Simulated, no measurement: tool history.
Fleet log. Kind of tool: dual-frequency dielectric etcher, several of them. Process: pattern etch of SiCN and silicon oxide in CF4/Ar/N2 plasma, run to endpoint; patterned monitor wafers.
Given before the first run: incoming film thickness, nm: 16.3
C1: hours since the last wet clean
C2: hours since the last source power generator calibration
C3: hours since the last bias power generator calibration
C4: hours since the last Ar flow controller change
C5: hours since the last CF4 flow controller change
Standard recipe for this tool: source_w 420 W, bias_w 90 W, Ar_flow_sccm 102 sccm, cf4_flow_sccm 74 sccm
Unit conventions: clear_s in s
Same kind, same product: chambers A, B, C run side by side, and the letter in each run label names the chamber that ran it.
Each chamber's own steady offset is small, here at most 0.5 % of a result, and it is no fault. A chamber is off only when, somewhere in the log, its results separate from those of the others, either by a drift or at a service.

run 1C hour=5.1 | source_w=420 bias_w=90 Ar_flow_sccm=102 cf4_flow_sccm=74 | C1=39.1 C2=1481.0 C3=1806.3 C4=274.1 C5=86.6 | clear_s=18.387
run 2B hour=11.1 | source_w=420 bias_w=90 Ar_flow_sccm=102 cf4_flow_sccm=74 | C1=398.4 C2=1377.6 C3=2000.5 C4=4012.0 C5=347.5 | clear_s=18.871
run 3A hour=15.4 | source_w=420 bias_w=90 Ar_flow_sccm=102 cf4_flow_sccm=74 | C1=111.1 C2=1283.0 C3=241.7 C4=3977.4 C5=3071.9 | clear_s=18.627
run 4C hour=20.0 | source_w=420 bias_w=90 Ar_flow_sccm=102 cf4_flow_sccm=74 | C1=54.0 C2=1495.9 C3=1821.2 C4=289.0 C5=101.5 | clear_s=18.748
run 5A hour=24.8 | source_w=420 bias_w=90 Ar_flow_sccm=102 cf4_flow_sccm=74 | C1=120.5 C2=1292.4 C3=251.1 C4=3986.8 C5=3081.3 | clear_s=18.611
run 6B hour=31.0 | source_w=420 bias_w=90 Ar_flow_sccm=102 cf4_flow_sccm=74 | C1=418.3 C2=1397.5 C3=2020.4 C4=4031.9 C5=367.4 | clear_s=18.954
run 7C hour=35.6 | source_w=420 bias_w=90 Ar_flow_sccm=102 cf4_flow_sccm=74 | C1=69.6 C2=1511.5 C3=1836.8 C4=304.6 C5=117.1 | clear_s=18.656
run 8A hour=39.8 | source_w=420 bias_w=90 Ar_flow_sccm=102 cf4_flow_sccm=74 | C1=135.5 C2=1307.4 C3=266.1 C4=4001.8 C5=3096.3 | clear_s=18.755
run 9B hour=46.5 | source_w=420 bias_w=90 Ar_flow_sccm=102 cf4_flow_sccm=74 | C1=433.8 C2=1413.0 C3=2035.9 C4=4047.4 C5=382.9 | clear_s=18.731
run 10A hour=51.5 | source_w=420 bias_w=90 Ar_flow_sccm=102 cf4_flow_sccm=74 | C1=147.2 C2=1319.1 C3=277.8 C4=4013.5 C5=3108.0 | clear_s=18.398
run 11C hour=55.7 | source_w=420 bias_w=90 Ar_flow_sccm=102 cf4_flow_sccm=74 | C1=89.7 C2=1531.6 C3=1856.9 C4=324.7 C5=137.2 | clear_s=18.623
run 12B hour=60.8 | source_w=370 bias_w=90 Ar_flow_sccm=102 cf4_flow_sccm=88 | C1=448.1 C2=1427.3 C3=2050.2 C4=4061.7 C5=397.2 | clear_s=20.808
run 13B hour=66.2 | source_w=370 bias_w=90 Ar_flow_sccm=102 cf4_flow_sccm=88 | C1=453.5 C2=1432.7 C3=2055.6 C4=4067.1 C5=402.6 | clear_s=21.074
run 14A hour=71.2 | source_w=370 bias_w=90 Ar_flow_sccm=102 cf4_flow_sccm=88 | C1=166.9 C2=1338.8 C3=297.5 C4=4033.2 C5=3127.7 | clear_s=20.467
run 15C hour=75.7 | source_w=420 bias_w=90 Ar_flow_sccm=102 cf4_flow_sccm=74 | C1=109.7 C2=1551.6 C3=1876.9 C4=344.7 C5=157.2 | clear_s=18.785
run 16A hour=82.4 | source_w=420 bias_w=90 Ar_flow_sccm=102 cf4_flow_sccm=74 | C1=178.1 C2=1350.0 C3=308.7 C4=4044.4 C5=3138.9 | clear_s=18.547
run 17C hour=88.1 | source_w=420 bias_w=90 Ar_flow_sccm=102 cf4_flow_sccm=74 | C1=122.1 C2=1564.0 C3=1889.3 C4=357.1 C5=169.6 | clear_s=18.546
run 18B hour=91.3 | source_w=420 bias_w=90 Ar_flow_sccm=102 cf4_flow_sccm=74 | C1=478.6 C2=1457.8 C3=2080.7 C4=4092.2 C5=427.7 | clear_s=19.377
run 19C hour=97.1 | source_w=420 bias_w=90 Ar_flow_sccm=102 cf4_flow_sccm=74 | C1=131.1 C2=1573.0 C3=1898.3 C4=366.1 C5=178.6 | clear_s=18.712
run 20B hour=104.0 | source_w=420 bias_w=106 Ar_flow_sccm=102 cf4_flow_sccm=74 | C1=491.3 C2=1470.5 C3=2093.4 C4=4104.9 C5=440.4 | clear_s=18.307
run 21A hour=109.2 | source_w=420 bias_w=106 Ar_flow_sccm=102 cf4_flow_sccm=74 | C1=204.9 C2=1376.8 C3=335.5 C4=4071.2 C5=3165.7 | clear_s=17.507
run 22B hour=114.9 | source_w=420 bias_w=106 Ar_flow_sccm=102 cf4_flow_sccm=74 | C1=502.2 C2=1481.4 C3=2104.3 C4=4115.8 C5=451.3 | clear_s=18.264

Decide between three cases: one chamber stands off from its peers, the gauge reading all wafers drifts, or nothing is wrong past each chamber's small offset. Where a chamber is off, say which and what most likely put it there.

Little by little, chamber B moves away from the other chambers.
What lies behind it: source power that arrives under what is set, % = 4.78.
Not necessarily distinguishable in this log from: etch rate under this chamber's usual, %.

Chamber B could run next with any of the 4 candidate recipes listed below; each alters the usual settings, and their results appear as question marks. Which one brings its results back in line with what the other chambers deliver on the usual settings?
Maximum distance from the other chambers' mean on the usual settings for a result to count as in line: clear_s 0.430 s
run 23B-1 hour=119.8 | source_w=440 bias_w=90 Ar_flow_sccm=101 cf4_flow_sccm=75 | clear_s=?
run 23B-2 hour=119.8 | source_w=460 bias_w=90 Ar_flow_sccm=102 cf4_flow_sccm=75 | clear_s=?
run 23B-3 hour=119.8 | source_w=400 bias_w=88 Ar_flow_sccm=103 cf4_flow_sccm=74 | clear_s=?
run 23B-4 hour=119.8 | source_w=420 bias_w=71 Ar_flow_sccm=102 cf4_flow_sccm=68 | clear_s=?

On the usual settings, the other chambers give on average: clear_s 18.586 s
run=23B-1 clear_s=18.670
run=23B-2 clear_s=17.977
run=23B-3 clear_s=20.555
run=23B-4 clear_s=21.442
With 23B-1, the chamber falls back in line with the rest.

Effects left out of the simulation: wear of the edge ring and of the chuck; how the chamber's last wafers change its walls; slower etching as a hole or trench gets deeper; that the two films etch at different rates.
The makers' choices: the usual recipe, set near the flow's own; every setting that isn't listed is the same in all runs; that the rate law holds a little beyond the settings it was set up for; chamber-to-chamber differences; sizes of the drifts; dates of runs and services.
